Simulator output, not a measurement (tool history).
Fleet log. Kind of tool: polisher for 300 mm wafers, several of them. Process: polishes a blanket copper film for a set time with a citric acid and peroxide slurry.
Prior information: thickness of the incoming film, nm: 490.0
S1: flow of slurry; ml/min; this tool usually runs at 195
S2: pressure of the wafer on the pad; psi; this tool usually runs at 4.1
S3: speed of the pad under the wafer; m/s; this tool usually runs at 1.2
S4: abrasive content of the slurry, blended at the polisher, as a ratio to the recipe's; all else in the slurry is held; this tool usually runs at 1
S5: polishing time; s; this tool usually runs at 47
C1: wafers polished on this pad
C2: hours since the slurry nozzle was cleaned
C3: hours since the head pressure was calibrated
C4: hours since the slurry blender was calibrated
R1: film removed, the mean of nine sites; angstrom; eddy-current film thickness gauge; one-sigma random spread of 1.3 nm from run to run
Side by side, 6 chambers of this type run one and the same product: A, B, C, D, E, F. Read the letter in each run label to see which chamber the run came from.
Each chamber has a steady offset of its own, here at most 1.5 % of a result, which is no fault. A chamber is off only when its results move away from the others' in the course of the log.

| run | hour | S1 | S2 | S3 | S4 | S5 | C1 | C2 | C3 | C4 | R1 |
|---|---|---|---|---|---|---|---|---|---|---|---|
|  | 0.9 | chamber A: slurry blender recalibrated |
| 1B | 2.5 | 195 | 4.1 | 1.2 | 1 | 47 | 245 | 39.4 | 699.3 | 296.8 | 1700.5 |
| 2C | 5.4 | 195 | 4.1 | 1.2 | 1 | 47 | 126 | 116.9 | 97.8 | 64.9 | 1678.5 |
| 3F | 9.7 | 195 | 4.1 | 1.2 | 1 | 47 | 357 | 292 | 69.8 | 188.5 | 1736.3 |
| 4E | 12.1 | 195 | 4.1 | 1.2 | 1 | 47 | 218 | 370 | 413.4 | 111.5 | 1722.6 |
| 5D | 16.3 | 195 | 4.1 | 1.2 | 1 | 58 | 501 | 91.4 | 482.8 | 96.3 | 2073.4 |
| 6A | 19.6 | 195 | 4.1 | 1.2 | 1 | 58 | 610 | 223.3 | 95.6 | 18.8 | 2091.7 |
|  | 21.2 | chamber A: worn pad replaced by a new one |
| 7F | 23.4 | 195 | 4.1 | 1.2 | 1 | 58 | 504 | 305.7 | 83.5 | 202.2 | 2138.1 |
| 8B | 26.7 | 195 | 4.1 | 1.2 | 1 | 58 | 505 | 63.6 | 723.5 | 321 | 2079.2 |
| 9E | 29.7 | 195 | 4.1 | 1.2 | 1 | 58 | 407 | 387.6 | 431 | 129.1 | 2132 |
| 10A | 32.3 | 195 | 4.1 | 1.2 | 1 | 58 | 119 | 236 | 108.3 | 31.5 | 2093.6 |
| 11C | 35.6 | 195 | 4.1 | 1.2 | 1 | 47 | 451 | 147.1 | 128 | 95.1 | 1694.9 |
| 12D | 40.3 | 195 | 4.1 | 1.2 | 1 | 47 | 759 | 115.4 | 506.8 | 120.3 | 1683.2 |
|  | 40.5 | chamber B: worn pad replaced by a new one |
|  | 42.8 | chamber D: worn pad replaced by a new one |
| 13E | 44.8 | 195 | 4.1 | 1.2 | 1 | 47 | 570 | 402.7 | 446.1 | 144.2 | 1691.1 |
| 14D | 47.7 | 195 | 4.1 | 1.38 | 1 | 47 | 53 | 122.8 | 514.2 | 127.7 | 1926.5 |
| 15C | 50.3 | 195 | 4.1 | 1.38 | 1 | 47 | 609 | 161.8 | 142.7 | 109.8 | 1930.2 |
| 16B | 54.6 | 195 | 4.1 | 1.38 | 1 | 47 | 151 | 91.5 | 751.4 | 348.9 | 1947.8 |
|  | 55.8 | chamber F: slurry nozzle cleaned |
| 17F | 58.2 | 195 | 4.1 | 1.38 | 1 | 47 | 879 | 2.5 | 118.3 | 237 | 1960.2 |
| 18A | 63.1 | 195 | 4.1 | 1.38 | 1 | 47 | 451 | 266.8 | 139.1 | 62.3 | 1927.1 |
| 19C | 67.6 | 195 | 4.1 | 1.38 | 1 | 47 | 795 | 179.1 | 160 | 127.1 | 1916.1 |
|  | 70.6 | chamber A: worn pad replaced by a new one |
| 20D | 72.6 | 195 | 4.1 | 1.2 | 1 | 47 | 321 | 147.7 | 539.1 | 152.6 | 1685.1 |
| 21F | 74.9 | 195 | 4.1 | 1.2 | 1 | 47 | 1059 | 19.2 | 135 | 253.7 | 1738 |
| 22B | 77.4 | 195 | 4.1 | 1.2 | 1 | 47 | 397 | 114.3 | 774.2 | 371.7 | 1677.5 |
| 23A | 79.6 | 195 | 3.3 | 1.2 | 1 | 47 | 97 | 283.3 | 155.6 | 78.8 | 1395.4 |
| 24E | 84.1 | 195 | 3.3 | 1.2 | 1 | 47 | 993 | 442 | 485.4 | 183.5 | 1356.1 |
|  | 85.4 | chamber E: worn pad replaced by a new one |
| 25B | 86.8 | 195 | 3.3 | 1.2 | 1 | 47 | 498 | 123.7 | 783.6 | 381.1 | 1363.3 |
|  | 87.8 | chamber B: head pressure recalibrated |
| 26C | 91.6 | 195 | 3.3 | 1.2 | 1 | 47 | 1053 | 203.1 | 184 | 151.1 | 1341 |
| 27E | 95.9 | 195 | 3.3 | 1.2 | 1 | 47 | 113 | 453.8 | 497.2 | 195.3 | 1376.5 |
|  | 99.3 | chamber F: slurry blender recalibrated |
| 28D | 100.2 | 195 | 3.3 | 1.2 | 1 | 47 | 618 | 175.3 | 566.7 | 180.2 | 1354.7 |
|  | 102.7 | chamber D: worn pad replaced by a new one |
| 29A | 103.5 | 195 | 4.1 | 1.2 | 1 | 47 | 354 | 307.2 | 179.5 | 102.7 | 1697.8 |
|  | 106 | chamber C: worn pad replaced by a new one |
| 30F | 107 | 195 | 4.1 | 1.2 | 1 | 47 | 1404 | 51.3 | 167.1 | 7.7 | 1733.3 |
|  | 107.8 | chamber F: worn pad replaced by a new one |
|  | 109 | chamber B: worn pad replaced by a new one |
| 31B | 111 | 195 | 4.1 | 1.2 | 1 | 47 | 22 | 147.9 | 23.2 | 405.3 | 1606 |
| 32C | 113.3 | 195 | 5.1 | 1.2 | 1 | 41 | 79 | 224.8 | 205.7 | 172.8 | 1810.4 |
| 33A | 116.6 | 195 | 5.1 | 1.2 | 1 | 41 | 495 | 320.3 | 192.6 | 115.8 | 1822.1 |
|  | 118.7 | chamber E: slurry blender recalibrated |
| 34D | 121.2 | 195 | 5.1 | 1.2 | 1 | 41 | 199 | 196.3 | 587.7 | 201.2 | 1806.4 |
| 35E | 125.4 | 195 | 5.1 | 1.2 | 1 | 41 | 430 | 483.3 | 526.7 | 6.7 | 1841.4 |
| 36F | 128.5 | 195 | 5.1 | 1.2 | 1 | 41 | 223 | 72.8 | 188.6 | 29.2 | 1860.1 |
|  | 129 | chamber A: worn pad replaced by a new one |
|  | 130.2 | chamber E: slurry nozzle cleaned |
| 37F | 132.3 | 195 | 5.1 | 1.2 | 1 | 41 | 264 | 76.6 | 192.4 | 33 | 1859.6 |
| 38C | 136 | 195 | 4.1 | 1.2 | 1 | 47 | 323 | 247.5 | 228.4 | 195.5 | 1692.4 |
| 39E | 139.3 | 195 | 4.1 | 1.2 | 1 | 34 | 580 | 9.2 | 540.6 | 20.6 | 1233.3 |
|  | 142.8 | chamber A: slurry blender recalibrated |
| 40B | 143.7 | 195 | 4.1 | 1.2 | 1 | 34 | 374 | 180.6 | 55.9 | 438 | 1152.8 |
| 41D | 146 | 195 | 4.1 | 1.2 | 1 | 34 | 466 | 221.1 | 612.5 | 226 | 1217.5 |
| 42A | 149.7 | 195 | 4.1 | 1.2 | 1 | 34 | 223 | 353.4 | 225.7 | 7 | 1226.2 |
| 43E | 152.7 | 195 | 4.1 | 1.2 | 1 | 34 | 724 | 22.6 | 554 | 34 | 1251.4 |
| 44F | 155.5 | 195 | 4.1 | 1.2 | 1 | 34 | 513 | 99.8 | 215.6 | 56.2 | 1239.4 |

All chambers now run identical settings, listed one chamber a line with results as question marks. What results will each chamber show?
| 45A | 159.1 | 195 | 4.1 | 1.2 | 0.85 | 47 |  |  |  |  | ? |
| 45B | 159.1 | 195 | 4.1 | 1.2 | 0.85 | 47 |  |  |  |  | ? |
| 45C | 159.1 | 195 | 4.1 | 1.2 | 0.85 | 47 |  |  |  |  | ? |
| 45D | 159.1 | 195 | 4.1 | 1.2 | 0.85 | 47 |  |  |  |  | ? |
| 45E | 159.1 | 195 | 4.1 | 1.2 | 0.85 | 47 |  |  |  |  | ? |
| 45F | 159.1 | 195 | 4.1 | 1.2 | 0.85 | 47 |  |  |  |  | ? |

| run | R1 |
|---|---|
| 45A | 1653.1 |
| 45B | 1530.5 |
| 45C | 1635.8 |
| 45D | 1622.7 |
| 45E | 1648.5 |
| 45F | 1663.7 |

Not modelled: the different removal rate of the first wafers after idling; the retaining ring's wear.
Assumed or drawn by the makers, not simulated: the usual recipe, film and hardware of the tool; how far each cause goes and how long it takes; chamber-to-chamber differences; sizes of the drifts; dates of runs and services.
